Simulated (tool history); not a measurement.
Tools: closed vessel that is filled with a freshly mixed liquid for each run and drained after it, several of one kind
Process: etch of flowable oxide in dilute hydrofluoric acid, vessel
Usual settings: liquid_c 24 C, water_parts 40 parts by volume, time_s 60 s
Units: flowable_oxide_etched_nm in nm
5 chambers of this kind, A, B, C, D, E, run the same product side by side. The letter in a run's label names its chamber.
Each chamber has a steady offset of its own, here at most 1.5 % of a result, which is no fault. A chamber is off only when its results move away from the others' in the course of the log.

run	hour	liquid_c	water_parts	time_s	read-back film thickness of the flowable oxide reference wafer, read on the same gauge (nm)	flowable_oxide_etched_nm
1C	3.4	24	40	60	120.01	92.838
2E	5.8	24	40	60	120.00	94.993
# hour 6.3: chamber D: thermometer replaced
3A	9.6	24	40	60	120.02	94.401
4D	12.9	24	40	60	120.00	95.451
5B	16.9	24	40	60	119.97	93.977
6C	21.4	24	40	60	120.01	92.621
7E	25.2	24	30	30	120.01	62.985
8A	27.2	24	30	30	119.96	63.712
9B	31.0	24	30	30	120.02	62.737
10D	35.0	24	30	30	120.04	64.089
11B	39.1	24	30	30	120.03	64.226
12E	41.3	24	40	60	120.00	94.503
13C	43.7	24	40	60	119.99	94.334
14A	47.2	24	40	60	119.96	94.666
15D	49.4	24	40	60	119.98	94.462
16C	53.9	24	40	60	120.03	94.147
17A	57.8	24	40	60	119.98	94.980
18B	61.1	24	40	60	119.99	94.213
19D	63.1	24	40	60	119.98	95.606
20E	67.3	24	50	85	120.02	104.850
21A	71.7	24	50	85	120.02	105.710
22D	74.5	24	50	85	119.99	106.590
23C	77.4	24	50	85	120.01	105.330
24B	80.2	24	50	85	120.03	105.560
25E	84.6	24	40	60	120.00	93.998
26D	87.1	24	55	60	119.99	68.264
27B	91.3	24	55	60	119.97	66.602
28A	94.6	24	55	60	120.02	68.273
29E	96.7	24	55	60	119.99	66.773
30C	99.3	24	55	60	119.99	66.723
31B	102.1	24	40	60	119.97	95.365
32A	106.4	24	40	60	120.01	94.107
33C	110.5	24	40	60	120.02	94.070

What goes on in this fleet: one chamber off, a drifting gauge, or nothing beyond the chambers' own small offsets? Name the chamber and the cause, if any.

No chamber stands off beyond its own small offset, and the gauge holds steady.
